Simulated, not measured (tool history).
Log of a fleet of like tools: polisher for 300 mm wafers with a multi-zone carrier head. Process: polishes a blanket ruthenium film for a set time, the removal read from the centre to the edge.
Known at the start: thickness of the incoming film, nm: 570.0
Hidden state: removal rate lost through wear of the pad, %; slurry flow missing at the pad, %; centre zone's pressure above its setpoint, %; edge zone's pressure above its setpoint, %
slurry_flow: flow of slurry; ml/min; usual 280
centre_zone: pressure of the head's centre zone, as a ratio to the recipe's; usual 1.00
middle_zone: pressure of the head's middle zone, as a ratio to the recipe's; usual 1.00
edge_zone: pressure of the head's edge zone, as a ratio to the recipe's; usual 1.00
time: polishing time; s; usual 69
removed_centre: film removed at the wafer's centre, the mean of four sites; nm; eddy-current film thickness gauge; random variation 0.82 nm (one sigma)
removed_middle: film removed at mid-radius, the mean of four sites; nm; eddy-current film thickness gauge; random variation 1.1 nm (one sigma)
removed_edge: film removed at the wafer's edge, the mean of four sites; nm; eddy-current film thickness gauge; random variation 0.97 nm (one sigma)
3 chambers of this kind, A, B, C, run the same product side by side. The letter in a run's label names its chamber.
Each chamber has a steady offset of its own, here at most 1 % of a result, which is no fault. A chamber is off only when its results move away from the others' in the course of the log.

| run | hour | slurry_flow | centre_zone | middle_zone | edge_zone | time | wafers polished on this pad | hours since the slurry nozzle was cleaned | hours since the centre zone pressure was calibrated | hours since the edge zone pressure was calibrated | removed_centre | removed_middle | removed_edge |
|---|---|---|---|---|---|---|---|---|---|---|---|---|---|
| 1B | 8.3 | 280 | 1.00 | 1.00 | 1.00 | 69 | 1255 | 271.9 | 253.8 | 169.7 | 73.547 | 77.074 | 74.320 |
| 2A | 14.8 | 280 | 1.00 | 1.00 | 1.00 | 69 | 112 | 235.4 | 385.9 | 267.5 | 73.971 | 75.155 | 74.934 |
|  | 20.8 | chamber B: slurry nozzle cleaned |
| 3C | 22.1 | 280 | 1.00 | 1.00 | 1.00 | 69 | 461 | 176.6 | 1110.2 | 80.8 | 75.799 | 75.125 | 76.871 |
| 4B | 28.6 | 280 | 1.00 | 1.00 | 1.00 | 69 | 1394 | 7.9 | 274.1 | 190.0 | 74.869 | 76.663 | 75.971 |
|  | 29.3 | chamber C: centre zone pressure recalibrated |
| 5A | 35.3 | 280 | 1.00 | 1.00 | 1.00 | 69 | 253 | 255.9 | 406.4 | 288.0 | 75.674 | 76.305 | 76.740 |
| 6C | 41.9 | 280 | 1.00 | 1.00 | 1.00 | 69 | 597 | 196.4 | 12.7 | 100.6 | 75.254 | 75.594 | 74.938 |
| 7C | 46.8 | 280 | 1.00 | 1.00 | 1.00 | 69 | 630 | 201.3 | 17.6 | 105.5 | 74.603 | 74.151 | 73.197 |
| 8B | 52.2 | 280 | 1.00 | 1.00 | 1.00 | 69 | 1556 | 31.5 | 297.7 | 213.6 | 74.768 | 72.648 | 74.319 |
|  | 55.1 | chamber B: worn pad replaced by a new one |
| 9A | 60.4 | 280 | 1.00 | 1.00 | 1.00 | 69 | 424 | 281.0 | 431.5 | 313.1 | 77.003 | 75.549 | 75.148 |
|  | 61.8 | chamber C: worn pad replaced by a new one |
| 10A | 65.2 | 280 | 1.00 | 1.00 | 1.00 | 69 | 457 | 285.8 | 436.3 | 317.9 | 76.308 | 76.596 | 75.405 |
|  | 68.9 | chamber C: slurry nozzle cleaned |
| 11C | 75.1 | 280 | 0.94 | 1.00 | 0.89 | 69 | 91 | 6.2 | 45.9 | 133.8 | 70.006 | 75.777 | 71.397 |
| 12B | 79.6 | 280 | 0.94 | 1.00 | 0.89 | 69 | 168 | 58.9 | 325.1 | 241.0 | 69.857 | 76.507 | 70.083 |
| 13A | 88.1 | 280 | 0.94 | 1.00 | 0.89 | 69 | 614 | 308.7 | 459.2 | 340.8 | 70.236 | 73.656 | 69.181 |
| 14C | 95.6 | 280 | 1.10 | 1.00 | 1.11 | 69 | 231 | 26.7 | 66.4 | 154.3 | 85.490 | 76.414 | 80.635 |
| 15B | 103.6 | 280 | 1.10 | 1.00 | 1.11 | 69 | 332 | 82.9 | 349.1 | 265.0 | 82.195 | 73.593 | 81.416 |
|  | 109.9 | chamber A: slurry nozzle cleaned |
| 16C | 113.2 | 280 | 1.10 | 1.00 | 1.11 | 69 | 352 | 44.3 | 84.0 | 171.9 | 82.477 | 74.326 | 80.030 |
| 17A | 120.9 | 280 | 1.00 | 1.00 | 1.00 | 69 | 839 | 11.0 | 492.0 | 373.6 | 74.313 | 74.534 | 73.627 |
| 18B | 129.3 | 280 | 1.00 | 1.00 | 1.00 | 69 | 508 | 108.6 | 374.8 | 290.7 | 74.890 | 76.958 | 73.715 |
| 19A | 134.0 | 350 | 1.00 | 0.96 | 1.00 | 69 | 928 | 24.1 | 505.1 | 386.7 | 77.704 | 74.036 | 75.411 |
|  | 137.9 | chamber A: centre zone pressure recalibrated |
| 20C | 140.0 | 350 | 1.00 | 0.96 | 1.00 | 69 | 535 | 71.1 | 110.8 | 198.7 | 76.050 | 73.540 | 75.294 |
| 21B | 150.1 | 350 | 1.00 | 0.96 | 1.00 | 69 | 650 | 129.4 | 395.6 | 311.5 | 78.744 | 75.650 | 78.226 |
| 22C | 157.0 | 280 | 1.00 | 1.00 | 1.00 | 69 | 652 | 88.1 | 127.8 | 215.7 | 74.558 | 75.818 | 74.677 |
| 23B | 166.8 | 280 | 1.00 | 1.00 | 1.00 | 69 | 764 | 146.1 | 412.3 | 328.2 | 74.900 | 76.128 | 75.919 |
|  | 171.7 | chamber C: worn pad replaced by a new one |
| 24A | 173.9 | 280 | 1.00 | 1.00 | 1.00 | 69 | 1201 | 64.0 | 36.1 | 426.6 | 75.313 | 73.779 | 74.539 |
| 25C | 180.7 | 280 | 1.00 | 1.00 | 1.00 | 69 | 62 | 111.8 | 151.5 | 239.4 | 74.794 | 78.664 | 77.355 |
| 26B | 189.0 | 280 | 1.00 | 1.00 | 1.04 | 69 | 916 | 168.3 | 434.5 | 350.4 | 74.584 | 74.310 | 76.512 |
| 27A | 194.7 | 280 | 1.00 | 1.00 | 1.04 | 69 | 1344 | 84.8 | 56.9 | 447.4 | 75.829 | 73.704 | 75.888 |
|  | 201.3 | chamber A: worn pad replaced by a new one |
| 28A | 204.3 | 280 | 1.00 | 1.00 | 1.04 | 69 | 20 | 94.4 | 66.5 | 457.0 | 74.215 | 75.033 | 78.314 |
| 29C | 210.5 | 280 | 1.00 | 1.00 | 1.00 | 69 | 266 | 141.6 | 181.3 | 269.2 | 76.421 | 74.967 | 76.620 |
| 30B | 217.2 | 280 | 0.88 | 1.00 | 1.00 | 88 | 1109 | 196.5 | 462.7 | 378.6 | 82.653 | 94.034 | 96.210 |

What goes on in this fleet: one chamber off, a drifting gauge, or nothing beyond the chambers' own small offsets? Name the chamber and the cause, if any.

No chamber stands off beyond its own small offset, and the gauge holds steady.
